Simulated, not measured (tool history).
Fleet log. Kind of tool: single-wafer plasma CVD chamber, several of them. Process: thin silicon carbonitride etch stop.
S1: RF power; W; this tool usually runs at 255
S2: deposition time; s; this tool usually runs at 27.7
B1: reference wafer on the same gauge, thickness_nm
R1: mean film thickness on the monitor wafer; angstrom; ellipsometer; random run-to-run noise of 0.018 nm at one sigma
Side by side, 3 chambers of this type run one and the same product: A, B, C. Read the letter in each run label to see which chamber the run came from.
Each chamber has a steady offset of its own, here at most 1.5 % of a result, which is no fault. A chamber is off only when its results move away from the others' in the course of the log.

Run 1A, hour 2.5: usual settings; B1 17.002. Result: R1 168.83 angstrom.
Run 2C, hour 6.8: usual settings; B1 17.005. Result: R1 167.67 angstrom.
Run 3B, hour 11.6: usual settings; B1 17.004. Result: R1 169 angstrom.
Run 4C, hour 15.6: usual settings; B1 17.011. Result: R1 167.64 angstrom.
Run 5B, hour 20.6: usual settings; B1 17.017. Result: R1 169.23 angstrom.
Run 6A, hour 25.6: usual settings; B1 17.017. Result: R1 168.92 angstrom.
Run 7C, hour 30.5: usual settings but S1 235 W, S2 25.6 s; B1 17.021. Result: R1 151.14 angstrom.
Run 8B, hour 35.7: usual settings but S1 235 W, S2 25.6 s; B1 17.018. Result: R1 152.38 angstrom.
Run 9A, hour 38.5: usual settings but S1 235 W, S2 25.6 s; B1 17.022. Result: R1 152.42 angstrom.
Run 10B, hour 43: usual settings; B1 17.027. Result: R1 169.26 angstrom.
Run 11A, hour 46.8: usual settings but S1 235 W, S2 31.1 s; B1 17.024. Result: R1 185 angstrom.
Run 12C, hour 49.4: usual settings but S1 235 W, S2 31.1 s; B1 17.037. Result: R1 183.77 angstrom.
Run 13B, hour 52.3: usual settings but S1 235 W, S2 31.1 s; B1 17.03. Result: R1 185.09 angstrom.
Run 14A, hour 54.6: usual settings; B1 17.034. Result: R1 169.38 angstrom.
Run 15C, hour 59.2: usual settings but S1 225 W; B1 17.037. Result: R1 161.5 angstrom.
Run 16C, hour 64.2: usual settings but S1 225 W; B1 17.038. Result: R1 161.47 angstrom.
Run 17B, hour 68.3: usual settings but S1 225 W; B1 17.042. Result: R1 162.94 angstrom.
Run 18A, hour 71.6: usual settings; B1 17.053. Result: R1 169.29 angstrom.
Run 19C, hour 76.9: usual settings; B1 17.047. Result: R1 168.23 angstrom.
Run 20B, hour 79.5: usual settings; B1 17.051. Result: R1 169.17 angstrom.
Run 21A, hour 82.6: usual settings; B1 17.057. Result: R1 169.39 angstrom.
Run 22B, hour 84.9: usual settings; B1 17.06. Result: R1 169.47 angstrom.
Run 23C, hour 89.2: usual settings; B1 17.057. Result: R1 168.35 angstrom.
Run 24A, hour 92.3: usual settings; B1 17.057. Result: R1 169.36 angstrom.
Run 25C, hour 96.4: usual settings; B1 17.062. Result: R1 168.3 angstrom.
Run 26B, hour 99.7: usual settings; B1 17.067. Result: R1 169.3 angstrom.
Run 27A, hour 103.6: usual settings but S1 230 W, S2 31.7 s; B1 17.065. Result: R1 187.78 angstrom.
Run 28B, hour 108.7: usual settings but S1 230 W, S2 31.7 s; B1 17.068. Result: R1 187.65 angstrom.

Next, every chamber runs the same settings. What will each give?
Run 29A, hour 112.5: usual settings. Result: R1 ?.
Run 29B, hour 112.5: usual settings. Result: R1 ?.
Run 29C, hour 112.5: usual settings. Result: R1 ?.

run      R1
29A  169.53
29B  169.54
29C  168.43

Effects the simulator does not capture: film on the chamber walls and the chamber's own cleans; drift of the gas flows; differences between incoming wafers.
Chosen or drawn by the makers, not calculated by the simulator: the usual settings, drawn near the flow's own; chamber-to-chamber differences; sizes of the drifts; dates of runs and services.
